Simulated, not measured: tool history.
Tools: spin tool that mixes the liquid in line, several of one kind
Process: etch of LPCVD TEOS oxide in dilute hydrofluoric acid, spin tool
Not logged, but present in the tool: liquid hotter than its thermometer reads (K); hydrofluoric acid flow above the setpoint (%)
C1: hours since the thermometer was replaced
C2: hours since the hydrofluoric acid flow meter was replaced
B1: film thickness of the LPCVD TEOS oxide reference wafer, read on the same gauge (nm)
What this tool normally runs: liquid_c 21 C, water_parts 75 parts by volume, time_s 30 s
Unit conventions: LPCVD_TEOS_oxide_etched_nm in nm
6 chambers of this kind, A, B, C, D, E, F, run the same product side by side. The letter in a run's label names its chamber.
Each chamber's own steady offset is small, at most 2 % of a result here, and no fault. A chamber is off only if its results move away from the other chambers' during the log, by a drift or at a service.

Run 1E, hour 8.8: usual settings; C1 795; C2 129.9; B1 59.996. Result: LPCVD_TEOS_oxide_etched_nm 6.1643 nm.
Run 2F, hour 13.9: usual settings; C1 650.8; C2 270.5; B1 59.977. Result: LPCVD_TEOS_oxide_etched_nm 6.2099 nm.
Run 3C, hour 22.2: usual settings; C1 173.3; C2 855.3; B1 60.01. Result: LPCVD_TEOS_oxide_etched_nm 6.1368 nm.
Run 4B, hour 27.4: usual settings; C1 376.2; C2 466.9; B1 60.005. Result: LPCVD_TEOS_oxide_etched_nm 6.235 nm.
At hour 28.8: chamber D: hydrofluoric acid flow meter replaced.
Run 5A, hour 34.8: usual settings; C1 1332.2; C2 408.5; B1 59.995. Result: LPCVD_TEOS_oxide_etched_nm 6.0905 nm.
Run 6D, hour 42.1: usual settings; C1 815.8; C2 13.4; B1 59.989. Result: LPCVD_TEOS_oxide_etched_nm 6.0131 nm.
Run 7E, hour 49.3: usual settings but liquid_c 18.5 C, water_parts 90 parts by volume; C1 835.5; C2 170.4; B1 59.988. Result: LPCVD_TEOS_oxide_etched_nm 4.5529 nm.
Run 8A, hour 56.2: usual settings but liquid_c 18.5 C, water_parts 90 parts by volume; C1 1353.6; C2 429.9; B1 60.012. Result: LPCVD_TEOS_oxide_etched_nm 4.482 nm.
Run 9D, hour 66.6: usual settings but liquid_c 18.5 C, water_parts 90 parts by volume; C1 840.3; C2 37.9; B1 60. Result: LPCVD_TEOS_oxide_etched_nm 4.4974 nm.
Run 10C, hour 76.7: usual settings but liquid_c 18.5 C, water_parts 90 parts by volume; C1 227.8; C2 909.8; B1 60.031. Result: LPCVD_TEOS_oxide_etched_nm 4.5089 nm.
Run 11F, hour 85.8: usual settings but liquid_c 18.5 C, water_parts 90 parts by volume; C1 722.7; C2 342.4; B1 59.993. Result: LPCVD_TEOS_oxide_etched_nm 4.5496 nm.
Run 12B, hour 95.9: usual settings but liquid_c 18.5 C, water_parts 90 parts by volume; C1 444.7; C2 535.4; B1 59.986. Result: LPCVD_TEOS_oxide_etched_nm 4.6852 nm.
Run 13F, hour 106: usual settings; C1 742.9; C2 362.6; B1 60.011. Result: LPCVD_TEOS_oxide_etched_nm 6.2441 nm.
Run 14A, hour 117: usual settings; C1 1414.4; C2 490.7; B1 59.995. Result: LPCVD_TEOS_oxide_etched_nm 6.1558 nm.
Run 15B, hour 123.1: usual settings; C1 471.9; C2 562.6; B1 60. Result: LPCVD_TEOS_oxide_etched_nm 6.435 nm.
Run 16E, hour 129.9: usual settings but time_s 35 s; C1 916.1; C2 251; B1 60.008. Result: LPCVD_TEOS_oxide_etched_nm 7.2685 nm.
At hour 133.8: chamber A: thermometer replaced.
Run 17C, hour 139.9: usual settings but time_s 35 s; C1 291; C2 973; B1 60.003. Result: LPCVD_TEOS_oxide_etched_nm 7.262 nm.
Run 18D, hour 145.1: usual settings but time_s 35 s; C1 918.8; C2 116.4; B1 59.997. Result: LPCVD_TEOS_oxide_etched_nm 7.0285 nm.
Run 19C, hour 151.7: usual settings but time_s 35 s; C1 302.8; C2 984.8; B1 60.007. Result: LPCVD_TEOS_oxide_etched_nm 7.1599 nm.
Run 20A, hour 161: usual settings but time_s 35 s; C1 27.3; C2 534.7; B1 60.01. Result: LPCVD_TEOS_oxide_etched_nm 7.0886 nm.
At hour 167.5: chamber F: hydrofluoric acid flow meter replaced.
Run 21F, hour 169.4: usual settings but time_s 35 s; C1 806.3; C2 2; B1 60.003. Result: LPCVD_TEOS_oxide_etched_nm 7.178 nm.
Run 22B, hour 174.6: usual settings; C1 523.4; C2 614.1; B1 59.998. Result: LPCVD_TEOS_oxide_etched_nm 6.4792 nm.
Run 23E, hour 185.5: usual settings; C1 971.7; C2 306.6; B1 60.018. Result: LPCVD_TEOS_oxide_etched_nm 6.2132 nm.
Run 24D, hour 190.8: usual settings but time_s 15 s; C1 964.5; C2 162.1; B1 60.001. Result: LPCVD_TEOS_oxide_etched_nm 3.0454 nm.
Run 25C, hour 200.7: usual settings but time_s 15 s; C1 351.8; C2 1033.8; B1 60.028. Result: LPCVD_TEOS_oxide_etched_nm 3.0663 nm.
Run 26B, hour 205.6: usual settings but time_s 15 s; C1 554.4; C2 645.1; B1 60.023. Result: LPCVD_TEOS_oxide_etched_nm 3.2552 nm.
Run 27F, hour 212.5: usual settings but time_s 15 s; C1 849.4; C2 45.1; B1 60.012. Result: LPCVD_TEOS_oxide_etched_nm 3.0772 nm.
Run 28D, hour 220.8: usual settings but time_s 15 s; C1 994.5; C2 192.1; B1 59.999. Result: LPCVD_TEOS_oxide_etched_nm 3.0301 nm.
Run 29A, hour 227.7: usual settings but time_s 15 s; C1 94; C2 601.4; B1 60.005. Result: LPCVD_TEOS_oxide_etched_nm 3.0685 nm.
Run 30E, hour 238.5: usual settings but liquid_c 24 C, time_s 50 s; C1 1024.7; C2 359.6; B1 59.99. Result: LPCVD_TEOS_oxide_etched_nm 11.649 nm.
Run 31C, hour 247: usual settings but liquid_c 24 C, time_s 50 s; C1 398.1; C2 1080.1; B1 59.988. Result: LPCVD_TEOS_oxide_etched_nm 11.766 nm.
Run 32B, hour 256: usual settings but liquid_c 24 C, time_s 50 s; C1 604.8; C2 695.5; B1 59.986. Result: LPCVD_TEOS_oxide_etched_nm 12.385 nm.
Run 33A, hour 261.2: usual settings but liquid_c 24 C, time_s 50 s; C1 127.5; C2 634.9; B1 60.036. Result: LPCVD_TEOS_oxide_etched_nm 11.713 nm.
Run 34D, hour 266.4: usual settings but liquid_c 24 C, time_s 50 s; C1 1040.1; C2 237.7; B1 60.005. Result: LPCVD_TEOS_oxide_etched_nm 11.461 nm.
Run 35F, hour 273.3: usual settings but liquid_c 24 C, time_s 50 s; C1 910.2; C2 105.9; B1 59.988. Result: LPCVD_TEOS_oxide_etched_nm 11.643 nm.
Run 36E, hour 282.4: usual settings; C1 1068.6; C2 403.5; B1 60.017. Result: LPCVD_TEOS_oxide_etched_nm 6.2139 nm.
Run 37D, hour 287.9: usual settings but liquid_c 17 C, water_parts 60 parts by volume; C1 1061.6; C2 259.2; B1 60.006. Result: LPCVD_TEOS_oxide_etched_nm 6.5463 nm.
Run 38F, hour 297.5: usual settings but liquid_c 17 C, water_parts 60 parts by volume; C1 934.4; C2 130.1; B1 60.01. Result: LPCVD_TEOS_oxide_etched_nm 6.5832 nm.
Run 39B, hour 303.9: usual settings but liquid_c 17 C, water_parts 60 parts by volume; C1 652.7; C2 743.4; B1 59.99. Result: LPCVD_TEOS_oxide_etched_nm 7.3205 nm.

Predict what each chamber gives when all 6 of them run the settings below next.
Run 40A, hour 311.9: usual settings but liquid_c 25 C. Result: LPCVD_TEOS_oxide_etched_nm ?.
Run 40B, hour 311.9: usual settings but liquid_c 25 C. Result: LPCVD_TEOS_oxide_etched_nm ?.
Run 40C, hour 311.9: usual settings but liquid_c 25 C. Result: LPCVD_TEOS_oxide_etched_nm ?.
Run 40D, hour 311.9: usual settings but liquid_c 25 C. Result: LPCVD_TEOS_oxide_etched_nm ?.
Run 40E, hour 311.9: usual settings but liquid_c 25 C. Result: LPCVD_TEOS_oxide_etched_nm ?.
Run 40F, hour 311.9: usual settings but liquid_c 25 C. Result: LPCVD_TEOS_oxide_etched_nm ?.

run  LPCVD_TEOS_oxide_etched_nm
40A                      7.2793
40B                      7.9616
40C                      7.2946
40D                      7.0952
40E                      7.2866
40F                      7.2304
